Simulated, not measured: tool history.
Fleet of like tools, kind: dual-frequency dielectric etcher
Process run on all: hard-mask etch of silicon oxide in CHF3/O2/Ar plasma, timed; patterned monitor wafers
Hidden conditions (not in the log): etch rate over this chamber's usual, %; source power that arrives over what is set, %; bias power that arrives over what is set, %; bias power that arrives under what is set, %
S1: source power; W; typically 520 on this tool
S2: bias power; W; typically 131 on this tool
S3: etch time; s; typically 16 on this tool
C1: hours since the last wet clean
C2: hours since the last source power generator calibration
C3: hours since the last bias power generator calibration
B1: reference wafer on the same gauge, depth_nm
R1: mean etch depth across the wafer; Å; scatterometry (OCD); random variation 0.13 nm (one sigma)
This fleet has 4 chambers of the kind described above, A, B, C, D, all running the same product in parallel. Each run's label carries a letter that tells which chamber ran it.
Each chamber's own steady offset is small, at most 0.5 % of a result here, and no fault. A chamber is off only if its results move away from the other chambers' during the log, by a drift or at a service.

run,hour,S1,S2,S3,C1,C2,C3,B1,R1
# hour 4.9: chamber C: wet clean of the chamber
1C,6.0,520,131,16,1.1,468.4,674.1,27.682,267.56
2A,10.6,520,131,16,468.3,565.0,1030.8,27.719,270.53
# hour 11.1: chamber B: bias power generator calibrated
3B,15.2,520,131,16,539.6,685.3,4.2,27.697,266.48
4D,18.8,520,131,16,96.1,4268.9,1568.6,27.703,266.85
5B,23.4,520,131,16,547.8,693.5,12.4,27.685,272.77
6A,28.0,520,131,16,485.7,582.4,1048.2,27.701,271.25
# hour 29.2: chamber B: wet clean of the chamber
7C,33.7,520,131,16,28.8,496.1,701.8,27.745,269.55
8D,40.3,520,131,16,117.6,4290.4,1590.1,27.652,269.24
9A,44.7,520,131,16,502.4,599.1,1064.9,27.706,269.62
10B,47.7,420,131,16,18.6,717.8,36.7,27.697,247.85
11C,51.7,420,131,16,46.8,514.1,719.8,27.722,247.63
12D,57.9,420,131,16,135.2,4308.0,1607.7,27.737,246.89
13B,64.5,420,131,16,35.4,734.6,53.5,27.690,248.18
14A,70.1,520,131,16,527.8,624.5,1090.3,27.696,270.12
# hour 73.4: chamber A: wet clean of the chamber
15C,75.2,520,131,16,70.3,537.6,743.3,27.707,268.53
16D,78.5,520,152,16,155.8,4328.6,1628.3,27.700,279.70
17B,84.8,520,152,16,55.7,754.9,73.8,27.672,280.89
18A,90.5,520,152,16,17.1,644.9,1110.7,27.673,293.85
19D,94.1,520,152,16,171.4,4344.2,1643.9,27.701,282.44
20C,97.3,520,131,16,92.4,559.7,765.4,27.699,270.49
21A,102.6,520,131,16,29.2,657.0,1122.8,27.687,282.82
22C,105.8,520,131,16,100.9,568.2,773.9,27.725,269.94
23B,108.9,520,131,16,79.8,779.0,97.9,27.713,269.87
24D,111.9,520,131,16,189.2,4362.0,1661.7,27.691,268.89
25B,115.1,520,131,16,86.0,785.2,104.1,27.697,270.85
26C,118.7,520,131,16,113.8,581.1,786.8,27.707,268.67
27D,124.4,570,131,16,201.7,4374.5,1674.2,27.715,277.41
28A,129.5,570,131,16,56.1,683.9,1149.7,27.708,291.07

Is one chamber off against the others, does the gauge drift, or is nothing wrong? If a chamber is off, say which, and what the likeliest cause is.

Chamber A has stood off from the others ever since a service on it.
Likeliest cause: etch rate over this chamber's usual, % = 3.56.

Below are 4 candidate recipes for chamber A's next run, each the usual settings with a change, their results shown as question marks. Which of them brings A's results back in line with what the other chambers give on the usual settings?
To be in line, a result may differ from the other chambers' mean on the usual settings by at most: R1 4.50 Å
29A-1,134.4,580,131,16.0,,,,,?
29A-2,134.4,520,105,16.0,,,,,?
29A-3,134.4,510,130,15.5,,,,,?
29A-4,134.4,530,133,17.0,,,,,?

Average result of the remaining chambers running the usual settings: R1 269.06 Å
run,R1
29A-1,292.67
29A-2,262.10
29A-3,269.03
29A-4,301.67
Change 29A-3 lands the chamber within the allowed miss of the other chambers.
